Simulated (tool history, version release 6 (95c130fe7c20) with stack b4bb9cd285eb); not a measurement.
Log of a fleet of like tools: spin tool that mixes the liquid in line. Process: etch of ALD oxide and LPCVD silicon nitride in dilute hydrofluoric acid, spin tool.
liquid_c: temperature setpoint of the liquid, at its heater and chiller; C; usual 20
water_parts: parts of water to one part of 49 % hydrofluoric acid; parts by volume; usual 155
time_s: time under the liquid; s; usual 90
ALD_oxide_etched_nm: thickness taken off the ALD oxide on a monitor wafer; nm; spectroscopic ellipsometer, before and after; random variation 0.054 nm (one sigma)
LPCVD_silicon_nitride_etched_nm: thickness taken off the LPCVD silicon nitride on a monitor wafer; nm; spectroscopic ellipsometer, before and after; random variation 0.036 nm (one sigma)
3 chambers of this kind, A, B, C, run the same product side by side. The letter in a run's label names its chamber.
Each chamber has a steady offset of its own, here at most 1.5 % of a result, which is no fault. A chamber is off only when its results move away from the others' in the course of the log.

run,hour,liquid_c,water_parts,time_s,hours since the thermometer was replaced,hours since the hydrofluoric acid flow meter was replaced,"read-back film thickness of the ALD oxide reference wafer, read on the same gauge (nm)","read-back film thickness of the LPCVD silicon nitride reference wafer, read on the same gauge (nm)",ALD_oxide_etched_nm,LPCVD_silicon_nitride_etched_nm
1C,11.0,20,155,90,327.2,1739.6,70.007,149.98,14.380,0.21844
# hour 13.8: chamber A: hydrofluoric acid flow meter replaced
2A,22.6,20,155,90,788.9,8.8,70.014,150.00,14.350,0.21348
3B,34.1,20,155,90,1244.5,167.2,70.022,149.99,14.629,0.19525
4C,44.9,20,155,90,361.1,1773.5,70.011,150.02,14.454,0.27338
5A,56.6,20,155,90,822.9,42.8,70.003,150.01,14.444,0.27066
6B,68.5,20,155,90,1278.9,201.6,69.982,150.00,14.658,0.28786
7A,75.8,23,85,90,842.1,62.0,69.998,149.99,32.257,0.41292
8C,82.7,23,85,90,398.9,1811.3,70.002,150.01,32.193,0.45560
9B,91.2,23,85,90,1301.6,224.3,70.030,150.00,32.777,0.54426
10C,100.5,20,155,90,416.7,1829.1,70.022,149.99,14.541,0.25670
11B,108.7,20,155,90,1319.1,241.8,69.993,150.00,14.742,0.27981
12A,117.2,20,155,90,883.5,103.4,70.024,149.99,14.452,0.24234
13C,123.0,20,155,90,439.2,1851.6,70.023,150.01,14.406,0.21363
14B,129.9,20,155,90,1340.3,263.0,69.987,150.01,14.614,0.20809
15A,137.7,20,155,90,904.0,123.9,69.991,150.01,14.527,0.16861
16C,148.3,20,155,90,464.5,1876.9,70.002,150.02,14.396,0.27875
17B,157.7,20,155,90,1368.1,290.8,69.961,150.00,14.656,0.21707
18A,164.8,20,155,90,931.1,151.0,69.991,150.00,14.500,0.18894
19C,174.3,20,155,90,490.5,1902.9,70.025,150.00,14.463,0.27003
20B,186.4,20,155,90,1396.8,319.5,70.007,150.00,14.721,0.25932
# hour 188.7: chamber B: thermometer replaced
21A,197.7,20,155,90,964.0,183.9,70.021,150.00,14.383,0.23481
22B,209.0,20,155,90,20.4,342.1,70.000,150.00,14.687,0.24721
23A,219.5,20,155,90,985.8,205.7,70.018,150.01,14.422,0.19766

All 3 chambers run these settings next. Forecast each chamber's results:
24A,228.2,20,125,90,,,,,?,?
24B,228.2,20,125,90,,,,,?,?
24C,228.2,20,125,90,,,,,?,?

run,ALD_oxide_etched_nm,LPCVD_silicon_nitride_etched_nm
24A,18.455,0.20073
24B,18.854,0.31185
24C,18.587,0.21925

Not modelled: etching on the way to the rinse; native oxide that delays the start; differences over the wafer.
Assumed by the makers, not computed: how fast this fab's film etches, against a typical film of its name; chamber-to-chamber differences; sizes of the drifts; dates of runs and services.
